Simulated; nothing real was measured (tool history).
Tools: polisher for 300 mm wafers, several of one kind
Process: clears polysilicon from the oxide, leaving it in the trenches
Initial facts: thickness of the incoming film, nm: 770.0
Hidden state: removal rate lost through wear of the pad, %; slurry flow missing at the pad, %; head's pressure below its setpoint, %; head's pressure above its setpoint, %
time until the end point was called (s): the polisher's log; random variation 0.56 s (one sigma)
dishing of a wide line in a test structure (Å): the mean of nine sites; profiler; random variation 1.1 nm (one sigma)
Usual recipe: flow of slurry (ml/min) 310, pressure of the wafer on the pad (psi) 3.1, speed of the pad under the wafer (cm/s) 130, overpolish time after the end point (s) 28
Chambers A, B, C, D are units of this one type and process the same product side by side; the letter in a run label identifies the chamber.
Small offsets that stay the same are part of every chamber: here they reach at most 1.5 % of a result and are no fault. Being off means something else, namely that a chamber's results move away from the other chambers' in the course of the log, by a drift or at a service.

run,day,flow of slurry (ml/min),pressure of the wafer on the pad (psi),speed of the pad under the wafer (cm/s),overpolish time after the end point (s),wafers polished on this pad,hours since the slurry nozzle was cleaned,hours since the head pressure was calibrated,time until the end point was called (s),dishing of a wide line in a test structure (Å)
1D,0.629,310,3.1,130,28,794,410.9,82.5,42.317,780.63
# day 0.683: chamber A: worn pad replaced by a new one
2C,1.071,310,3.1,130,28,1023,258.1,105,43.869,781.18
# day 1.321: chamber D: worn pad replaced by a new one
3A,1.517,310,3.1,130,28,172,79,354.3,42.51,809.78
4B,2.088,310,3.1,130,28,537,609.7,366.1,43,776.84
# day 2.108: chamber C: worn pad replaced by a new one
5C,2.558,310,3.1,130,28,93,293.8,140.7,42.791,788.2
6D,2.883,310,3.1,130,28,322,465,136.6,44.102,776.73
# day 3.158: chamber B: worn pad replaced by a new one
7A,3.296,310,3.1,130,21,540,121.7,397,43.132,760.7
8B,3.733,310,3.1,130,21,119,649.2,405.6,42.884,764.78
9A,4.2,310,3.1,130,21,727,143.4,418.7,42.243,772.24
10C,4.608,310,3.1,130,21,517,343,189.9,43.731,769.24
# day 4.942: chamber A: worn pad replaced by a new one
11B,4.954,310,3.1,130,28,371,678.5,434.9,43.971,786.93
# day 5.6: chamber D: worn pad replaced by a new one
12D,5.604,310,2.6,130,28,1,530.3,201.9,50.014,755.04
13D,6.275,310,2.6,130,28,140,546.4,218,51.695,802.82
# day 6.308: chamber C: slurry nozzle cleaned
# day 6.404: chamber A: head pressure recalibrated
14B,6.817,310,2.6,130,28,756,723.2,479.6,50.577,790.82
# day 7.058: chamber C: worn pad replaced by a new one
15C,7.462,310,2.6,130,28,83,27.7,258.4,50.86,757.55
# day 7.604: chamber B: worn pad replaced by a new one
16A,7.962,310,3.1,130,28,624,233.7,37.5,47.006,793.46
# day 8.15: chamber B: head pressure recalibrated
17A,8.412,310,3.1,130,28,717,244.5,48.3,46.01,768.86
18B,8.85,310,3.1,130,28,257,772,16.9,42.585,797.94
# day 9.217: chamber A: worn pad replaced by a new one
19D,9.283,310,3.8,130,28,761,618.6,290.2,35.015,774.21
20C,9.704,310,3.8,130,28,546,81.5,312.2,35.06,782.09
21C,10.025,310,3.8,130,28,612,89.2,319.9,35.353,783.49
# day 10.167: chamber D: worn pad replaced by a new one
22A,10.596,310,3.8,130,28,285,296.9,100.7,36.634,786.69
# day 10.692: chamber B: slurry nozzle cleaned
23D,10.971,310,3.1,130,28,166,659.1,330.7,41.615,803.39
24B,11.496,395,3.1,130,39,804,19.4,80.4,42.221,787.4
25D,11.838,395,3.1,130,39,345,679.9,351.5,42.12,785.72
# day 11.946: chamber C: worn pad replaced by a new one
# day 12.012: chamber B: worn pad replaced by a new one
26B,12.275,395,3.1,130,39,54,38.1,99.1,41.004,778.61
27A,12.921,395,3.1,130,39,765,352.7,156.5,46.583,770.2
# day 13.038: chamber A: worn pad replaced by a new one
28C,13.479,210,3.1,110,28,317,172.1,402.8,52.474,754.61
29C,13.988,210,3.1,110,28,422,184.3,415,53.488,774.75
30A,14.4,210,3.1,110,28,281,388.2,192,56.848,783.08
# day 14.962: chamber D: worn pad replaced by a new one
# day 15: chamber D: head pressure recalibrated
31D,15.088,210,3.1,110,28,26,757.9,2.2,51.747,793.37
32B,15.525,310,3.1,130,28,725,116.1,177.1,43.064,783.43
# day 16.158: chamber B: worn pad replaced by a new one
33B,16.188,220,2.1,130,28,6,132,193,65.596,780.78
34C,16.504,220,2.1,130,28,942,244.7,475.4,65.787,752.62
35D,16.838,220,2.1,130,28,387,799.9,44.2,65.768,781.12
# day 16.954: chamber A: worn pad replaced by a new one
36A,17.475,220,2.1,130,28,108,462,265.8,71.947,784.36
# day 17.617: chamber D: slurry nozzle cleaned
# day 17.683: chamber C: worn pad replaced by a new one
37C,17.988,310,3.1,130,28,62,280.3,511,41.3,785.58
38B,18.579,310,3.1,130,28,500,189.4,250.4,43.363,806.43
39A,19.254,310,2.4,88,28,475,504.7,308.5,86.98,740.09
40D,19.575,310,2.4,88,28,953,47.1,109.9,81.709,736.71
# day 19.85: chamber D: worn pad replaced by a new one
41D,20,310,2.4,88,28,31,57.3,120.1,81.77,771.27
42C,20.312,310,2.4,88,28,543,336.1,566.8,80.41,741

Predict what each chamber gives when all 4 of them run the settings below next.
43A,20.804,310,3.1,130,28,,,,?,?
43B,20.804,310,3.1,130,28,,,,?,?
43C,20.804,310,3.1,130,28,,,,?,?
43D,20.804,310,3.1,130,28,,,,?,?

run,time until the end point was called (s),dishing of a wide line in a test structure (Å)
43A,46.8,779.93
43B,42.851,787.63
43C,42.817,781.92
43D,43.587,774.33

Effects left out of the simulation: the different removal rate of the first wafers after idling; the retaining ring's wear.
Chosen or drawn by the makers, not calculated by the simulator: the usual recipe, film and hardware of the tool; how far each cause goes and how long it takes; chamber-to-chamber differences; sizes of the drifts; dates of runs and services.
